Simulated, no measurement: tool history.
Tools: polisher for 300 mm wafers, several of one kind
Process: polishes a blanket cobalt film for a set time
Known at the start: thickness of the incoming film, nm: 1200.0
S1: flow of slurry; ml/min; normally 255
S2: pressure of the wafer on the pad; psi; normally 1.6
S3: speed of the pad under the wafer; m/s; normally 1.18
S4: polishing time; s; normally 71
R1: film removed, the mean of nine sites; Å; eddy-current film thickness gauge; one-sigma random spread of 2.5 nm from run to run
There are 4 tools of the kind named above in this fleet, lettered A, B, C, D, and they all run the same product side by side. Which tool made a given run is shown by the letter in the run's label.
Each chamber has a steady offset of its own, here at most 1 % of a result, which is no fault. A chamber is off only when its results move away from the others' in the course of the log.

At hour 0.4: chamber B: worn pad replaced by a new one.
Run 1B, hour 5.8: usual settings. Result: R1 3300.6 Å.
Run 2C, hour 11.6: usual settings. Result: R1 3355.7 Å.
Run 3D, hour 17.4: usual settings. Result: R1 3396.2 Å.
At hour 23.1: chamber A: worn pad replaced by a new one.
Run 4A, hour 25.7: usual settings. Result: R1 3327.4 Å.
At hour 28.3: chamber C: worn pad replaced by a new one.
Run 5D, hour 32.2: usual settings but S3 0.96 m/s, S4 89 s. Result: R1 3479.4 Å.
Run 6C, hour 37.7: usual settings but S3 0.96 m/s, S4 89 s. Result: R1 3413.6 Å.
Run 7B, hour 45.0: usual settings but S3 0.96 m/s, S4 89 s. Result: R1 3377.2 Å.
Run 8A, hour 53.2: usual settings but S3 0.96 m/s, S4 89 s. Result: R1 3416.2 Å.
At hour 62.6: chamber D: head pressure recalibrated.
Run 9A, hour 63.4: usual settings. Result: R1 3352.1 Å.
Run 10B, hour 73.9: usual settings. Result: R1 3350.8 Å.
Run 11C, hour 85.7: usual settings but S1 190 ml/min, S3 0.80 m/s. Result: R1 2188.4 Å.
Run 12D, hour 97.0: usual settings but S1 190 ml/min, S3 0.80 m/s. Result: R1 2211.5 Å.
At hour 97.6: chamber D: worn pad replaced by a new one.
At hour 102.1: chamber A: worn pad replaced by a new one.
At hour 104.3: chamber B: worn pad replaced by a new one.
Run 13B, hour 107.3: usual settings but S1 190 ml/min, S3 0.80 m/s. Result: R1 2184.9 Å.
At hour 115.4: chamber C: worn pad replaced by a new one.
Run 14A, hour 117.9: usual settings but S1 190 ml/min, S3 0.80 m/s. Result: R1 2180.4 Å.
Run 15D, hour 129.1: usual settings. Result: R1 3384.2 Å.
Run 16C, hour 139.9: usual settings but S4 79 s. Result: R1 3727.8 Å.
Run 17C, hour 151.1: usual settings but S4 79 s. Result: R1 3742.3 Å.
At hour 152.3: chamber B: head pressure recalibrated.
Run 18A, hour 161.0: usual settings but S4 79 s. Result: R1 3762.8 Å.
Run 19B, hour 172.8: usual settings but S4 79 s. Result: R1 3486.0 Å.
Run 20D, hour 180.2: usual settings. Result: R1 3328.9 Å.
Run 21D, hour 188.9: usual settings. Result: R1 3355.4 Å.
At hour 191.3: chamber A: worn pad replaced by a new one.
At hour 196.3: chamber B: worn pad replaced by a new one.
Run 22A, hour 198.3: usual settings but S3 1.54 m/s. Result: R1 4369.6 Å.
At hour 198.5: chamber C: worn pad replaced by a new one.
At hour 208.5: chamber D: worn pad replaced by a new one.
Run 23B, hour 208.7: usual settings but S3 1.54 m/s. Result: R1 4069.6 Å.
Run 24C, hour 219.2: usual settings but S3 1.54 m/s. Result: R1 4361.8 Å.
Run 25D, hour 228.5: usual settings but S3 1.54 m/s. Result: R1 4390.2 Å.
Run 26A, hour 235.4: usual settings. Result: R1 3303.8 Å.
Run 27B, hour 245.9: usual settings. Result: R1 3120.8 Å.
Run 28C, hour 256.5: usual settings. Result: R1 3355.3 Å.
At hour 262.0: chamber C: slurry nozzle cleaned.
Run 29D, hour 267.4: usual settings. Result: R1 3381.9 Å.
At hour 274.9: chamber A: worn pad replaced by a new one.
Run 30B, hour 274.9: usual settings. Result: R1 3150.3 Å.
Run 31A, hour 282.2: usual settings. Result: R1 3342.4 Å.
At hour 287.4: chamber C: worn pad replaced by a new one.
Run 32C, hour 289.0: usual settings. Result: R1 3333.2 Å.
Run 33A, hour 296.9: usual settings. Result: R1 3321.3 Å.
Run 34C, hour 308.3: usual settings but S3 1.34 m/s. Result: R1 3844.6 Å.
At hour 309.6: chamber B: worn pad replaced by a new one.
Run 35B, hour 313.5: usual settings but S3 1.34 m/s. Result: R1 3593.1 Å.
At hour 314.5: chamber D: worn pad replaced by a new one.
At hour 316.9: chamber A: head pressure recalibrated.
Run 36D, hour 319.6: usual settings but S3 1.34 m/s. Result: R1 3820.7 Å.
Run 37A, hour 329.8: usual settings but S3 1.34 m/s. Result: R1 3765.2 Å.
Run 38B, hour 335.6: usual settings. Result: R1 3158.4 Å.
Run 39C, hour 344.6: usual settings but S1 195 ml/min, S4 91 s. Result: R1 4186.4 Å.
At hour 347.7: chamber C: head pressure recalibrated.
Run 40D, hour 353.7: usual settings but S1 195 ml/min, S4 91 s. Result: R1 4203.8 Å.
At hour 364.0: chamber A: worn pad replaced by a new one.
Run 41A, hour 365.4: usual settings but S1 195 ml/min, S4 91 s. Result: R1 4169.4 Å.
Run 42D, hour 375.2: usual settings but S1 195 ml/min, S4 91 s. Result: R1 4163.4 Å.
At hour 381.7: chamber C: worn pad replaced by a new one.
Run 43B, hour 385.2: usual settings. Result: R1 3116.2 Å.
Run 44C, hour 395.7: usual settings. Result: R1 3344.7 Å.

Is one chamber out of step, is the gauge drifting, or do the chambers differ by no more than their own small offsets? For an off chamber, give its letter and the likeliest cause.

A service left chamber B off against the others.
Likeliest cause: head's pressure below its setpoint, % = 5.81.

Below are 4 candidate recipes for chamber B's next run, each the usual settings with a change, their results shown as question marks. Which of them brings B's results back in line with what the other chambers give on the usual settings?
In line means no further than this from the other chambers' mean on the usual settings: R1 87.0 Å
Run 45B-1, hour 404.3: usual settings but S3 1.16 m/s. Result: R1 ?.
Run 45B-2, hour 404.3: usual settings but S3 1.20 m/s. Result: R1 ?.
Run 45B-3, hour 404.3: usual settings but S3 1.14 m/s, S4 69 s. Result: R1 ?.
Run 45B-4, hour 404.3: usual settings but S2 1.7 psi. Result: R1 ?.

The other chambers' mean on the usual settings: R1 3356.3 Å
  run      R1
45B-1  3083.9
45B-2  3190.4
45B-3  2945.2
45B-4  3332.5
Change 45B-4 lands the chamber within the allowed miss of the other chambers.
